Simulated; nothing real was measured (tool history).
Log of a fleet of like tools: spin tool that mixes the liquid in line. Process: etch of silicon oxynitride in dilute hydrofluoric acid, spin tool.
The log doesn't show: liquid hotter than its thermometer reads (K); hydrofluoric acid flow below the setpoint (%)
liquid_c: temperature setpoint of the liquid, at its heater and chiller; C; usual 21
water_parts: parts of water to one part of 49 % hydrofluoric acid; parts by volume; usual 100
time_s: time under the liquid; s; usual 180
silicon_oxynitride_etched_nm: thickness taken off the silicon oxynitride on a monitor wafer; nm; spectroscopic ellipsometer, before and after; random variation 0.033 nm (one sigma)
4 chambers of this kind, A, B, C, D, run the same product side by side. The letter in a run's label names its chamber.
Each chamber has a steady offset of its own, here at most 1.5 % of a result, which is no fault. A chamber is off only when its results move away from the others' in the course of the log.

run   hour  liquid_c  water_parts  time_s  hours since the thermometer was replaced  hours since the hydrofluoric acid flow meter was replaced  read-back film thickness of the silicon oxynitride reference wafer, read on the same gauge (nm)  silicon_oxynitride_etched_nm
 1B   14.1        21          100     180                                    1025.5                                                      310.8                                                                                           119.99                        4.4904
 2A   23.0        21          100     180                                     464.8                                                      138.7                                                                                           120.00                        4.5506
 3C   29.9        21          100     180                                     522.7                                                     1539.5                                                                                           120.02                        4.5237
 4D   40.7        21          100     180                                      94.5                                                      876.9                                                                                           119.99                        4.5097
 5C   52.9        21          100     180                                     545.7                                                     1562.5                                                                                           120.00                        4.6084
 6D   59.6        21          100     180                                     113.4                                                      895.8                                                                                           120.01                        4.4992
 7B   73.0        21          100     180                                    1084.4                                                      369.7                                                                                           119.99                        4.5385
 8A   80.1        21          100     180                                     521.9                                                      195.8                                                                                           120.03                        4.5425
 9D   87.9        21          100     180                                     141.7                                                      924.1                                                                                           120.01                        4.5410
10A   96.8        21          100     145                                     538.6                                                      212.5                                                                                           120.02                        3.6550
11B  105.2        21          100     145                                    1116.6                                                      401.9                                                                                           120.01                        3.5936
12C  113.6        21          100     145                                     606.4                                                     1623.2                                                                                           120.00                        3.6525
13A  123.1        21          100     145                                     564.9                                                      238.8                                                                                           120.02                        3.7447
14D  130.4        21          100     180                                     184.2                                                      966.6                                                                                           119.98                        4.5572
15C  144.1        21          100     180                                     636.9                                                     1653.7                                                                                           119.99                        4.5536
16B  154.9        21          100     180                                    1166.3                                                      451.6                                                                                           119.97                        4.5246
17C  167.3        21          100     180                                     660.1                                                     1676.9                                                                                           119.99                        4.5189
18D  178.6        17          145     180                                     232.4                                                     1014.8                                                                                           119.99                        2.4920
19A  187.7        17          145     180                                     629.5                                                      303.4                                                                                           120.00                        2.6030
20B  196.6        17          145     180                                    1208.0                                                      493.3                                                                                           119.99                        2.4918
21D  204.3        17          145     180                                     258.1                                                     1040.5                                                                                           119.97                        2.5293
22A  216.6        21          100     180                                     658.4                                                      332.3                                                                                           120.01                        4.8608
23B  223.6        21          100     180                                    1235.0                                                      520.3                                                                                           120.01                        4.4927
     224.5  -- chamber B: thermometer replaced
24C  237.4        21          100     180                                     730.2                                                     1747.0                                                                                           119.99                        4.5654
25A  245.5        21          100     180                                     687.3                                                      361.2                                                                                           120.01                        4.9734
26C  255.4        21          100     180                                     748.2                                                     1765.0                                                                                           120.01                        4.5513
27B  266.8        21          100     180                                      42.4                                                      563.5                                                                                           120.00                        4.4805

What goes on in this fleet: one chamber off, a drifting gauge, or nothing beyond the chambers' own small offsets? Name the chamber and the cause, if any.

Chamber A drifts away from the others.
Cause: liquid hotter than its thermometer reads (K) = 2.17.
The log may not tell that from: hydrofluoric acid flow above the setpoint (%).

Here are 4 candidates for chamber A's next run, each the usual settings with a change, their results left as question marks. Which one brings its results back in line with what the others give on the usual settings?
In line means no further than this from the other chambers' mean on the usual settings: silicon_oxynitride_etched_nm 0.1100 nm
28A-1  277.1        22          100     180                                                                                                                                                                                                                                   ?
28A-2  277.1        21           95     190                                                                                                                                                                                                                                   ?
28A-3  277.1        21          105     180                                                                                                                                                                                                                                   ?
28A-4  277.1        21          105     170                                                                                                                                                                                                                                   ?

The other chambers' mean on the usual settings: silicon_oxynitride_etched_nm 4.5376 nm
  run  silicon_oxynitride_etched_nm
28A-1                        5.3058
28A-2                        5.6379
28A-3                        4.8014
28A-4                        4.5346
28A-4 brings the chamber back in line.

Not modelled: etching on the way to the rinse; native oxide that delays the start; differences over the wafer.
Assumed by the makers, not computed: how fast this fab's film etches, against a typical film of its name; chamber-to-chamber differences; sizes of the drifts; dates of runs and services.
